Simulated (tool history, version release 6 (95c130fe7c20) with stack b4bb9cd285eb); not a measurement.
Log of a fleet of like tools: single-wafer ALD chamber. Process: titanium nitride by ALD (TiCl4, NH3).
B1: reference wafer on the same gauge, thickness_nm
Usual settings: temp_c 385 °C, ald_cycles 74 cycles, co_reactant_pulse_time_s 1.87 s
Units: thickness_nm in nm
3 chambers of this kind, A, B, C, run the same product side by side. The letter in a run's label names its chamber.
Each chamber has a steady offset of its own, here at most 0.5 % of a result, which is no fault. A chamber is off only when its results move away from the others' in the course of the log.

Run 1A, hour 8.5: usual settings; B1 1.6807. Result: thickness_nm 1.6063 nm.
Run 2C, hour 23.3: usual settings; B1 1.6807. Result: thickness_nm 1.6056 nm.
Run 3B, hour 36.9: usual settings; B1 1.6814. Result: thickness_nm 1.6033 nm.
Run 4B, hour 51.0: usual settings; B1 1.6817. Result: thickness_nm 1.6093 nm.
Run 5A, hour 63.3: usual settings; B1 1.6826. Result: thickness_nm 1.6054 nm.
Run 6C, hour 72.2: usual settings; B1 1.6820. Result: thickness_nm 1.6074 nm.
Run 7C, hour 82.7: usual settings; B1 1.6833. Result: thickness_nm 1.6095 nm.
Run 8A, hour 94.0: usual settings but ald_cycles 85 cycles; B1 1.6826. Result: thickness_nm 1.8464 nm.
Run 9B, hour 108.4: usual settings but ald_cycles 85 cycles; B1 1.6839. Result: thickness_nm 1.8486 nm.
Run 10A, hour 116.2: usual settings but ald_cycles 85 cycles; B1 1.6836. Result: thickness_nm 1.8477 nm.
Run 11B, hour 128.2: usual settings; B1 1.6841. Result: thickness_nm 1.6108 nm.
Run 12C, hour 139.3: usual settings; B1 1.6848. Result: thickness_nm 1.6110 nm.
Run 13B, hour 147.3: usual settings; B1 1.6855. Result: thickness_nm 1.6069 nm.
Run 14A, hour 158.0: usual settings; B1 1.6850. Result: thickness_nm 1.6100 nm.
Run 15C, hour 169.6: usual settings; B1 1.6856. Result: thickness_nm 1.6063 nm.
Run 16C, hour 176.8: usual settings; B1 1.6859. Result: thickness_nm 1.6064 nm.
Run 17A, hour 187.4: usual settings; B1 1.6858. Result: thickness_nm 1.6113 nm.
Run 18B, hour 197.6: usual settings; B1 1.6863. Result: thickness_nm 1.6170 nm.
Run 19B, hour 208.8: usual settings; B1 1.6868. Result: thickness_nm 1.6147 nm.
Run 20A, hour 220.1: usual settings; B1 1.6870. Result: thickness_nm 1.6126 nm.
Run 21C, hour 233.5: usual settings; B1 1.6877. Result: thickness_nm 1.6069 nm.
Run 22B, hour 248.8: usual settings; B1 1.6885. Result: thickness_nm 1.6140 nm.
Run 23A, hour 256.9: usual settings; B1 1.6885. Result: thickness_nm 1.6152 nm.

What goes on in this fleet: one chamber off, a drifting gauge, or nothing beyond the chambers' own small offsets? Name the chamber and the cause, if any.

The gauge drifts, so all chambers seem to drift together. No chamber is off.
Cause: gauge reads high (%) = 0.531.
